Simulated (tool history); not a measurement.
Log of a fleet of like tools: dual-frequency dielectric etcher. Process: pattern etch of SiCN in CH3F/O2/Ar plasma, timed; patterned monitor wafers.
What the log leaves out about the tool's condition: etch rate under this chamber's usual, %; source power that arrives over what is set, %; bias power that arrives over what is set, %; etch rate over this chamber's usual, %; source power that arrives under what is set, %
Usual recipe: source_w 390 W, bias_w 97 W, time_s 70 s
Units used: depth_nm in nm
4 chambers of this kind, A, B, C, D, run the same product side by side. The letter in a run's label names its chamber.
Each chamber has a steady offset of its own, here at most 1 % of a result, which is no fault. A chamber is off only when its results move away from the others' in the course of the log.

run     day  source_w  bias_w  time_s  hours since the last wet clean  hours since the last source power generator calibration  hours since the last bias power generator calibration  read-back reference wafer on the same gauge, depth_nm  depth_nm
 1C   0.446       390      97      70                            83.8                                                    500.8                                                 1478.9                                                 33.573    28.784
 2A   0.754       390      97      70                           487.6                                                   1975.0                                                 3727.9                                                 33.610    28.853
 3D   1.262       390      97      70                           295.7                                                   1865.0                                                 1523.8                                                 33.588    29.103
 4B   1.850       390      97      70                           290.4                                                   2633.1                                                 1518.7                                                 33.587    28.981
 5D   2.396       390      97      70                           322.9                                                   1892.2                                                 1551.0                                                 33.617    29.107
 6C   2.767       390      97      70                           139.5                                                    556.5                                                 1534.6                                                 33.635    29.185
 7A   3.058       310      97      70                           542.9                                                   2030.3                                                 3783.2                                                 33.557    26.912
      3.067  -- chamber A: bias power generator calibrated
 8B   3.538       310      97      70                           330.9                                                   2673.6                                                 1559.2                                                 33.579    26.652
 9C   3.921       310      97      70                           167.2                                                    584.2                                                 1562.3                                                 33.640    26.828
10D   4.317       310      97      70                           369.0                                                   1938.3                                                 1597.1                                                 33.598    26.678
      4.438  -- chamber A: wet clean of the chamber
11B   4.650       390      97      70                           357.6                                                   2700.3                                                 1585.9                                                 33.597    28.937
      5.162  -- chamber D: wet clean of the chamber
12A   5.204       390      97      70                            18.4                                                   2081.8                                                   51.3                                                 33.596    29.055
13B   5.571       340      97      70                           379.7                                                   2722.4                                                 1608.0                                                 33.613    27.479
14A   6.100       340      97      70                            39.9                                                   2103.3                                                   72.8                                                 33.588    27.593
15D   6.679       340      97      70                            36.4                                                   1995.0                                                 1653.8                                                 33.648    27.455
16C   7.050       340      97      70                           242.3                                                    659.3                                                 1637.4                                                 33.606    27.534
17C   7.512       390      97      70                           253.4                                                    670.4                                                 1648.5                                                 33.612    29.368
18D   7.779       390      97      70                            62.8                                                   2021.4                                                 1680.2                                                 33.621    29.237
19A   8.275       390      97      70                            92.1                                                   2155.5                                                  125.0                                                 33.602    28.636
20B   8.783       390      97      70                           456.8                                                   2799.5                                                 1685.1                                                 33.568    28.915
21D   9.138       390      97      70                            95.4                                                   2054.0                                                 1712.8                                                 33.611    29.079
22C   9.512       390      97      70                           301.4                                                    718.4                                                 1696.5                                                 33.570    29.067
23A   9.775       390     110      70                           128.1                                                   2191.5                                                  161.0                                                 33.577    30.285
     10.071  -- chamber B: wet clean of the chamber
24B  10.133       390     110      70                             1.6                                                   2831.9                                                 1717.5                                                 33.593    30.266
25B  10.500       390     110      70                            10.4                                                   2840.7                                                 1726.3                                                 33.630    30.371
26A  11.092       390     110      70                           159.7                                                   2223.1                                                  192.6                                                 33.598    30.504
27C  11.350       390      97      70                           345.5                                                    762.5                                                 1740.6                                                 33.559    29.000
28D  11.642       390      97      70                           155.5                                                   2114.1                                                 1772.9                                                 33.602    29.163
29D  11.904       390      97      70                           161.8                                                   2120.4                                                 1779.2                                                 33.591    28.714
30C  12.400       390      97      70                           370.7                                                    787.7                                                 1765.8                                                 33.562    29.238
31A  12.933       390      97      70                           203.9                                                   2267.3                                                  236.8                                                 33.591    28.928
32B  13.338       390      97      70                            78.5                                                   2908.8                                                 1794.4                                                 33.601    29.009
33B  13.729       350     106      70                            87.9                                                   2918.2                                                 1803.8                                                 33.546    28.910
34D  14.158       350     106      70                           215.9                                                   2174.5                                                 1833.3                                                 33.595    28.574
     14.183  -- chamber A: source power generator calibrated
35A  14.458       350     106      70                           240.5                                                      6.6                                                  273.4                                                 33.598    28.980

Next, every chamber runs the same settings. What will each give?
36A  14.883       390     111      70                                                                                                                                                                                                                ?
36B  14.883       390     111      70                                                                                                                                                                                                                ?
36C  14.883       390     111      70                                                                                                                                                                                                                ?
36D  14.883       390     111      70                                                                                                                                                                                                                ?

run  depth_nm
36A    30.482
36B    30.718
36C    30.655
36D    30.680
